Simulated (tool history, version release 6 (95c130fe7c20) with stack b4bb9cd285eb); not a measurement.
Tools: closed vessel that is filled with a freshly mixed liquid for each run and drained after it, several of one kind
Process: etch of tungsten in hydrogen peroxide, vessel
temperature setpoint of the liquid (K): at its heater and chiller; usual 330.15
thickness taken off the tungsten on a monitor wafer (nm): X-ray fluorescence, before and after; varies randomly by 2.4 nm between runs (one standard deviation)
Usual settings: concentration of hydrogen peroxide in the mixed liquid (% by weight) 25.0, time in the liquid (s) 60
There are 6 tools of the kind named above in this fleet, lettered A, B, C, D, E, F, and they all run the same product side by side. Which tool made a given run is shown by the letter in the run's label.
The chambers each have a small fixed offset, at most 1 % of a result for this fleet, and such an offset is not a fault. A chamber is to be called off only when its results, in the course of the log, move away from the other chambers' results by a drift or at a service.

run	hour	temperature setpoint of the liquid (K)	concentration of hydrogen peroxide in the mixed liquid (% by weight)	time in the liquid (s)	read-back film thickness of the tungsten reference wafer, read on the same gauge (nm)	thickness taken off the tungsten on a monitor wafer (nm)
1D	8.9	330.15	25.0	60	149.99	287.43
2E	14.4	330.15	25.0	60	150.00	287.08
3B	23.8	330.15	25.0	60	150.03	284.54
# hour 25.4: chamber E: new drum of peroxide connected
4F	32.7	330.15	25.0	60	150.04	280.77
5C	37.5	330.15	25.0	60	149.99	286.22
6A	44.4	330.15	25.0	60	150.06	286.46
7F	51.0	334.65	20.5	60	150.00	332.35
# hour 51.4: chamber B: thermometer replaced
8D	60.3	334.65	20.5	60	149.96	335.68
9A	65.4	334.65	20.5	60	149.99	339.52
10B	74.6	334.65	20.5	60	150.03	331.34
# hour 77.7: chamber B: new drum of peroxide connected
11E	82.6	334.65	20.5	60	150.02	337.55
12C	90.7	334.65	20.5	60	149.99	337.50
13B	100.2	330.15	25.0	60	150.05	281.09
# hour 103.6: chamber F: new drum of peroxide connected
14F	107.0	330.15	25.0	60	150.01	286.54
15E	114.1	330.15	25.0	60	150.06	285.38
16C	120.1	330.15	25.0	60	150.04	289.18
17A	124.5	330.15	25.0	60	149.99	287.70
18D	130.0	330.15	25.0	60	149.98	282.54
19C	134.5	330.15	25.0	60	149.95	286.54
# hour 140.1: chamber E: thermometer replaced
20B	141.3	330.15	25.0	60	150.01	283.46
21A	147.2	335.65	29.0	60	150.01	435.47
22F	156.2	335.65	29.0	60	149.99	425.10
23D	162.4	335.65	29.0	60	149.97	426.07
24E	169.2	335.65	29.0	60	150.01	421.47
25E	176.1	335.65	29.0	60	149.97	429.12
26B	184.9	335.65	29.0	60	150.04	423.76
27C	190.7	330.15	25.0	60	149.97	290.32
28A	196.0	330.15	25.0	60	150.02	298.72
29F	200.3	330.15	25.0	60	149.95	285.58
30D	207.7	330.15	25.0	60	150.02	287.75
31B	216.8	330.15	25.0	60	150.00	280.97
32C	226.3	330.15	25.0	60	150.01	290.39
33E	232.3	330.15	25.0	60	150.03	285.05
34A	238.3	330.15	25.0	60	149.96	298.69
35F	245.8	330.15	25.0	60	150.01	284.14
36D	255.1	330.15	25.0	60	149.98	280.20

Is one chamber off against the others, does the gauge drift, or is nothing wrong? If a chamber is off, say which, and what the likeliest cause is.

One chamber, A, drifts off from the rest bit by bit.
Likeliest cause: liquid hotter than its thermometer reads (K) = 0.938.
The log might look much the same if the cause were instead: peroxide flow above the setpoint (%).

Below are 4 candidate recipes for chamber A's next run, each the usual settings with a change, their results shown as question marks. Which of them brings A's results back in line with what the other chambers give on the usual settings?
In-line tolerance around the mean of the other chambers on the usual settings: thickness taken off the tungsten on a monitor wafer (nm) 8.40
37A-1	261.9	329.15	25.0	60		?
37A-2	261.9	330.15	20.0	60		?
37A-3	261.9	330.15	28.0	60		?
37A-4	261.9	332.15	25.0	60		?

The mean the other chambers reach with the usual settings: thickness taken off the tungsten on a monitor wafer (nm) 285.45
run	thickness taken off the tungsten on a monitor wafer (nm)
37A-1	284.02
37A-2	268.99
37A-3	319.08
37A-4	338.64
37A-1 puts the chamber back in line with the other chambers.

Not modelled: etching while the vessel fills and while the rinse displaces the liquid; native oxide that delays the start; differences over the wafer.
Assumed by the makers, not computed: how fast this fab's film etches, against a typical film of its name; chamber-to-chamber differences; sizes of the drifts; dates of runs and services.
